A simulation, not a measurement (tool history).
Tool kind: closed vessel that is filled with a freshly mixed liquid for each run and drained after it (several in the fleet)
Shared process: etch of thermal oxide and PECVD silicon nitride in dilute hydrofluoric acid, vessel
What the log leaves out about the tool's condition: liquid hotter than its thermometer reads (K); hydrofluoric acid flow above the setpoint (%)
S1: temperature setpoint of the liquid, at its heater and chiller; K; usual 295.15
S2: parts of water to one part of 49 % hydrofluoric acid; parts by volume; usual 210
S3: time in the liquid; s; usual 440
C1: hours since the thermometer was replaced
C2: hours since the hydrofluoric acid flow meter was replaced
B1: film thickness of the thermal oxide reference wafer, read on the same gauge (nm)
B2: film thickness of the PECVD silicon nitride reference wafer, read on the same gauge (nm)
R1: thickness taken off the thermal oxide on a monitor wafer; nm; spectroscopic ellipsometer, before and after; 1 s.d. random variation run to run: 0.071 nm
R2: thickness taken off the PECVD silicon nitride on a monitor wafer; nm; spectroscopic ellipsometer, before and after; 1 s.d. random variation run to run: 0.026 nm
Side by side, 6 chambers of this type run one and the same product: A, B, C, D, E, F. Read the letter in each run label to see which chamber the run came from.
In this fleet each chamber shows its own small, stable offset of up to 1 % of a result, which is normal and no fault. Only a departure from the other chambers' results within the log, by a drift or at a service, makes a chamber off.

{"run": "1B", "hour": 12.6, "S1": 295.15, "S2": 210, "S3": 440, "C1": 256.4, "C2": 604.8, "B1": 140, "B2": 40.02, "R1": 7.9424, "R2": 3.1718}
{"run": "2E", "hour": 25.1, "S1": 295.15, "S2": 210, "S3": 440, "C1": 1437.2, "C2": 506.4, "B1": 140.01, "B2": 40.032, "R1": 7.9534, "R2": 3.1654}
{"run": "3A", "hour": 34.5, "S1": 295.15, "S2": 210, "S3": 440, "C1": 397.1, "C2": 1029.6, "B1": 140, "B2": 39.992, "R1": 7.9554, "R2": 3.226}
{"run": "4F", "hour": 47.9, "S1": 295.15, "S2": 210, "S3": 440, "C1": 1187.2, "C2": 374, "B1": 139.97, "B2": 39.989, "R1": 7.8581, "R2": 3.2238}
{"run": "5D", "hour": 59.1, "S1": 295.15, "S2": 210, "S3": 440, "C1": 211.3, "C2": 264.9, "B1": 139.98, "B2": 39.978, "R1": 7.9352, "R2": 3.148}
{"run": "6C", "hour": 68.4, "S1": 295.15, "S2": 210, "S3": 440, "C1": 669.2, "C2": 228.4, "B1": 139.99, "B2": 40.012, "R1": 7.8968, "R2": 3.1772}
{"run": "7A", "hour": 77.3, "S1": 295.15, "S2": 210, "S3": 440, "C1": 439.9, "C2": 1072.4, "B1": 139.99, "B2": 40.01, "R1": 7.7875, "R2": 3.1354}
{"run": "8E", "hour": 91.7, "S1": 295.15, "S2": 210, "S3": 440, "C1": 1503.8, "C2": 573, "B1": 139.97, "B2": 40.008, "R1": 8.08, "R2": 3.1633}
{"run": "9F", "hour": 104.6, "S1": 295.15, "S2": 210, "S3": 440, "C1": 1243.9, "C2": 430.7, "B1": 139.99, "B2": 40.018, "R1": 7.7435, "R2": 3.2101}
{"run": "10C", "hour": 116.9, "S1": 295.15, "S2": 210, "S3": 440, "C1": 717.7, "C2": 276.9, "B1": 140, "B2": 39.997, "R1": 7.8475, "R2": 3.2111}
{"hour": 121.0, "done": "chamber E: thermometer replaced"}
{"run": "11D", "hour": 123.7, "S1": 295.15, "S2": 210, "S3": 440, "C1": 275.9, "C2": 329.5, "B1": 140.01, "B2": 39.976, "R1": 7.843, "R2": 3.1979}
{"run": "12B", "hour": 135.0, "S1": 300.15, "S2": 210, "S3": 310, "C1": 378.8, "C2": 727.2, "B1": 140.03, "B2": 40.004, "R1": 6.7081, "R2": 3.052}
{"run": "13E", "hour": 147.5, "S1": 300.15, "S2": 210, "S3": 310, "C1": 26.6, "C2": 628.8, "B1": 139.99, "B2": 40, "R1": 6.6895, "R2": 3.0648}
{"run": "14B", "hour": 155.6, "S1": 300.15, "S2": 210, "S3": 310, "C1": 399.4, "C2": 747.8, "B1": 140, "B2": 40.038, "R1": 6.7348, "R2": 3.0318}
{"run": "15C", "hour": 163.0, "S1": 300.15, "S2": 210, "S3": 310, "C1": 763.8, "C2": 323, "B1": 140, "B2": 39.969, "R1": 6.6259, "R2": 3.0793}
{"run": "16D", "hour": 169.8, "S1": 300.15, "S2": 210, "S3": 310, "C1": 322, "C2": 375.6, "B1": 140, "B2": 40.054, "R1": 6.7868, "R2": 3.0487}
{"run": "17F", "hour": 182.2, "S1": 300.15, "S2": 210, "S3": 310, "C1": 1321.5, "C2": 508.3, "B1": 140, "B2": 40.04, "R1": 6.6159, "R2": 3.0481}
{"hour": 193.6, "done": "chamber E: hydrofluoric acid flow meter replaced"}
{"run": "18A", "hour": 196.2, "S1": 295.15, "S2": 210, "S3": 440, "C1": 558.8, "C2": 1191.3, "B1": 140, "B2": 39.982, "R1": 7.7859, "R2": 3.2182}
{"run": "19F", "hour": 208.8, "S1": 295.15, "S2": 250, "S3": 645, "C1": 1348.1, "C2": 534.9, "B1": 140.01, "B2": 39.956, "R1": 9.1356, "R2": 3.9388}
{"run": "20D", "hour": 218.4, "S1": 295.15, "S2": 250, "S3": 645, "C1": 370.6, "C2": 424.2, "B1": 140.03, "B2": 40.009, "R1": 9.2222, "R2": 3.886}
{"hour": 218.9, "done": "chamber F: hydrofluoric acid flow meter replaced"}
{"run": "21C", "hour": 232.7, "S1": 295.15, "S2": 250, "S3": 645, "C1": 833.5, "C2": 392.7, "B1": 140, "B2": 39.937, "R1": 9.4633, "R2": 3.9354}
{"run": "22E", "hour": 241.9, "S1": 295.15, "S2": 250, "S3": 645, "C1": 121, "C2": 48.4, "B1": 140.03, "B2": 39.977, "R1": 9.4187, "R2": 3.8879}
{"run": "23B", "hour": 251.5, "S1": 295.15, "S2": 250, "S3": 645, "C1": 495.3, "C2": 843.7, "B1": 139.98, "B2": 39.989, "R1": 9.3456, "R2": 3.8915}
{"run": "24A", "hour": 262.2, "S1": 295.15, "S2": 250, "S3": 645, "C1": 624.8, "C2": 1257.3, "B1": 139.98, "B2": 40.049, "R1": 9.2112, "R2": 3.8961}
{"run": "25F", "hour": 271.5, "S1": 295.15, "S2": 210, "S3": 440, "C1": 1410.8, "C2": 52.7, "B1": 140, "B2": 39.964, "R1": 7.8963, "R2": 3.2032}
{"run": "26C", "hour": 283.0, "S1": 295.15, "S2": 210, "S3": 440, "C1": 883.8, "C2": 443, "B1": 140, "B2": 40.015, "R1": 7.8436, "R2": 3.2146}
{"run": "27B", "hour": 298.0, "S1": 295.15, "S2": 210, "S3": 440, "C1": 541.8, "C2": 890.2, "B1": 139.96, "B2": 39.983, "R1": 7.9699, "R2": 3.1091}
{"run": "28D", "hour": 309.5, "S1": 295.15, "S2": 210, "S3": 295, "C1": 461.7, "C2": 515.3, "B1": 140, "B2": 40.006, "R1": 5.2559, "R2": 2.1259}
{"run": "29A", "hour": 320.8, "S1": 295.15, "S2": 210, "S3": 295, "C1": 683.4, "C2": 1315.9, "B1": 139.99, "B2": 39.988, "R1": 5.2193, "R2": 2.1104}
{"run": "30E", "hour": 332.6, "S1": 295.15, "S2": 210, "S3": 295, "C1": 211.7, "C2": 139.1, "B1": 139.98, "B2": 40.017, "R1": 5.3511, "R2": 2.1488}
{"run": "31A", "hour": 341.8, "S1": 295.15, "S2": 210, "S3": 295, "C1": 704.4, "C2": 1336.9, "B1": 139.99, "B2": 40.016, "R1": 5.2689, "R2": 2.1364}
{"run": "32F", "hour": 354.1, "S1": 295.15, "S2": 210, "S3": 295, "C1": 1493.4, "C2": 135.3, "B1": 139.99, "B2": 39.988, "R1": 5.1752, "R2": 2.1355}
{"run": "33E", "hour": 361.2, "S1": 295.15, "S2": 210, "S3": 295, "C1": 240.3, "C2": 167.7, "B1": 139.98, "B2": 39.971, "R1": 5.3393, "R2": 2.1248}
{"run": "34B", "hour": 371.9, "S1": 295.15, "S2": 210, "S3": 440, "C1": 615.7, "C2": 964.1, "B1": 139.99, "B2": 40, "R1": 7.9199, "R2": 3.1726}
{"run": "35C", "hour": 386.0, "S1": 295.15, "S2": 210, "S3": 440, "C1": 986.8, "C2": 546, "B1": 140.01, "B2": 39.972, "R1": 7.7592, "R2": 3.1687}
{"run": "36D", "hour": 393.6, "S1": 295.15, "S2": 210, "S3": 440, "C1": 545.8, "C2": 599.4, "B1": 140.02, "B2": 40.015, "R1": 7.9308, "R2": 3.1602}
{"run": "37F", "hour": 405.0, "S1": 295.15, "S2": 210, "S3": 440, "C1": 1544.3, "C2": 186.2, "B1": 140.03, "B2": 39.996, "R1": 7.7846, "R2": 3.2324}
{"run": "38C", "hour": 418.1, "S1": 295.15, "S2": 210, "S3": 440, "C1": 1018.9, "C2": 578.1, "B1": 139.98, "B2": 40.04, "R1": 8.0179, "R2": 3.2072}
{"run": "39E", "hour": 428.2, "S1": 295.15, "S2": 210, "S3": 440, "C1": 307.3, "C2": 234.7, "B1": 139.97, "B2": 39.972, "R1": 7.8288, "R2": 3.1671}
{"run": "40B", "hour": 435.8, "S1": 295.15, "S2": 210, "S3": 440, "C1": 679.6, "C2": 1028, "B1": 140.01, "B2": 39.948, "R1": 7.9746, "R2": 3.1829}
{"run": "41D", "hour": 443.9, "S1": 295.15, "S2": 210, "S3": 440, "C1": 596.1, "C2": 649.7, "B1": 140, "B2": 40.018, "R1": 7.9615, "R2": 3.1812}
{"run": "42A", "hour": 451.3, "S1": 295.15, "S2": 210, "S3": 440, "C1": 813.9, "C2": 1446.4, "B1": 140.04, "B2": 39.961, "R1": 7.917, "R2": 3.1986}

For the next run the whole fleet of 6 chambers uses the same settings. Give each chamber's results:
{"run": "43A", "hour": 462.2, "S1": 295.15, "S2": 210, "S3": 440, "R1": "?", "R2": "?"}
{"run": "43B", "hour": 462.2, "S1": 295.15, "S2": 210, "S3": 440, "R1": "?", "R2": "?"}
{"run": "43C", "hour": 462.2, "S1": 295.15, "S2": 210, "S3": 440, "R1": "?", "R2": "?"}
{"run": "43D", "hour": 462.2, "S1": 295.15, "S2": 210, "S3": 440, "R1": "?", "R2": "?"}
{"run": "43E", "hour": 462.2, "S1": 295.15, "S2": 210, "S3": 440, "R1": "?", "R2": "?"}
{"run": "43F", "hour": 462.2, "S1": 295.15, "S2": 210, "S3": 440, "R1": "?", "R2": "?"}

run=43A R1=7.7593 R2=3.1716
run=43B R1=7.9584 R2=3.2148
run=43C R1=8.092 R2=3.1378
run=43D R1=7.9425 R2=3.1619
run=43E R1=7.8931 R2=3.2117
run=43F R1=7.8761 R2=3.1804
